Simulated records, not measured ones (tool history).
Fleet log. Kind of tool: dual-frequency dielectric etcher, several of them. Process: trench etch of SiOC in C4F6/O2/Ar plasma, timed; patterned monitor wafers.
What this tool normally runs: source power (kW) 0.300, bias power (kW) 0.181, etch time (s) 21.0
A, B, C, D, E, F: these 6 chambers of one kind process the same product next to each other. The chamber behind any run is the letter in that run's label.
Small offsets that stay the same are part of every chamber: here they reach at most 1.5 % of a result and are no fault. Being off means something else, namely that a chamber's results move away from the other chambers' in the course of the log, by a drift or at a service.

| run | hour | source power (kW) | bias power (kW) | etch time (s) | read-back reference wafer on the same gauge, depth_nm | mean etch depth across the wafer (nm) |
|---|---|---|---|---|---|---|
| 1F | 3.3 | 0.300 | 0.181 | 21.0 | 40.400 | 39.298 |
| 2A | 9.2 | 0.300 | 0.181 | 21.0 | 40.403 | 39.637 |
| 3C | 14.2 | 0.300 | 0.181 | 21.0 | 40.421 | 39.196 |
| 4D | 19.5 | 0.300 | 0.181 | 21.0 | 40.415 | 39.011 |
| 5E | 23.6 | 0.300 | 0.181 | 21.0 | 40.427 | 39.314 |
| 6B | 27.2 | 0.300 | 0.181 | 21.0 | 40.436 | 39.222 |
| 7C | 32.0 | 0.300 | 0.181 | 21.0 | 40.432 | 39.196 |
|  | 32.5 | chamber D: bias power generator calibrated |
| 8E | 38.2 | 0.300 | 0.181 | 21.0 | 40.462 | 39.355 |
| 9D | 42.2 | 0.300 | 0.181 | 21.0 | 40.453 | 38.980 |
| 10B | 48.2 | 0.370 | 0.181 | 26.5 | 40.459 | 53.739 |
| 11F | 53.0 | 0.370 | 0.181 | 26.5 | 40.456 | 53.791 |
| 12A | 59.4 | 0.370 | 0.181 | 26.5 | 40.465 | 54.371 |
| 13B | 65.3 | 0.370 | 0.181 | 26.5 | 40.473 | 53.750 |
|  | 65.4 | chamber C: bias power generator calibrated |
| 14C | 70.0 | 0.370 | 0.181 | 26.5 | 40.493 | 53.707 |
| 15F | 75.6 | 0.370 | 0.181 | 26.5 | 40.490 | 53.813 |
| 16D | 82.1 | 0.300 | 0.181 | 21.0 | 40.514 | 38.968 |
| 17E | 88.4 | 0.300 | 0.181 | 21.0 | 40.512 | 39.318 |
| 18A | 91.7 | 0.300 | 0.181 | 21.0 | 40.522 | 39.688 |
| 19C | 97.8 | 0.300 | 0.181 | 21.0 | 40.509 | 39.305 |
| 20F | 102.8 | 0.300 | 0.181 | 18.0 | 40.511 | 33.710 |
| 21D | 107.4 | 0.300 | 0.181 | 18.0 | 40.539 | 33.561 |
| 22E | 112.8 | 0.300 | 0.181 | 18.0 | 40.544 | 33.764 |
| 23B | 118.9 | 0.300 | 0.181 | 18.0 | 40.542 | 33.673 |
| 24A | 124.8 | 0.300 | 0.181 | 18.0 | 40.557 | 34.108 |
| 25C | 129.2 | 0.300 | 0.181 | 18.0 | 40.568 | 33.600 |
| 26A | 133.8 | 0.250 | 0.181 | 25.5 | 40.557 | 45.025 |
| 27D | 139.6 | 0.250 | 0.181 | 25.5 | 40.573 | 44.186 |
| 28F | 143.2 | 0.250 | 0.181 | 25.5 | 40.563 | 44.467 |
| 29E | 146.7 | 0.250 | 0.181 | 25.5 | 40.574 | 44.609 |
| 30B | 153.7 | 0.250 | 0.181 | 25.5 | 40.585 | 44.650 |
| 31E | 157.2 | 0.250 | 0.181 | 25.5 | 40.596 | 44.639 |
| 32B | 161.7 | 0.300 | 0.181 | 21.0 | 40.593 | 39.288 |
| 33A | 168.4 | 0.300 | 0.181 | 21.0 | 40.617 | 39.796 |
|  | 168.9 | chamber B: wet clean of the chamber |
| 34D | 172.9 | 0.300 | 0.181 | 21.0 | 40.605 | 39.199 |
| 35F | 177.7 | 0.300 | 0.181 | 21.0 | 40.615 | 39.444 |
| 36C | 184.4 | 0.300 | 0.181 | 21.0 | 40.629 | 39.369 |
|  | 184.9 | chamber C: source power generator calibrated |
| 37A | 190.2 | 0.300 | 0.210 | 21.0 | 40.634 | 41.769 |
| 38E | 194.6 | 0.300 | 0.210 | 21.0 | 40.644 | 41.675 |
| 39D | 198.2 | 0.300 | 0.210 | 21.0 | 40.651 | 41.160 |
| 40C | 204.0 | 0.300 | 0.210 | 21.0 | 40.653 | 41.441 |
| 41F | 210.1 | 0.300 | 0.210 | 21.0 | 40.645 | 41.469 |
| 42B | 216.0 | 0.300 | 0.210 | 21.0 | 40.673 | 41.442 |
| 43D | 221.1 | 0.300 | 0.181 | 21.0 | 40.681 | 39.219 |

Decide between three cases: one chamber stands off from its peers, the gauge reading all wafers drifts, or nothing is wrong past each chamber's small offset. Where a chamber is off, say which and what most likely put it there.

Gauge drift. The chambers move together only on paper, and none stands off.
Most likely cause: gauge reads high (%) = 0.688.
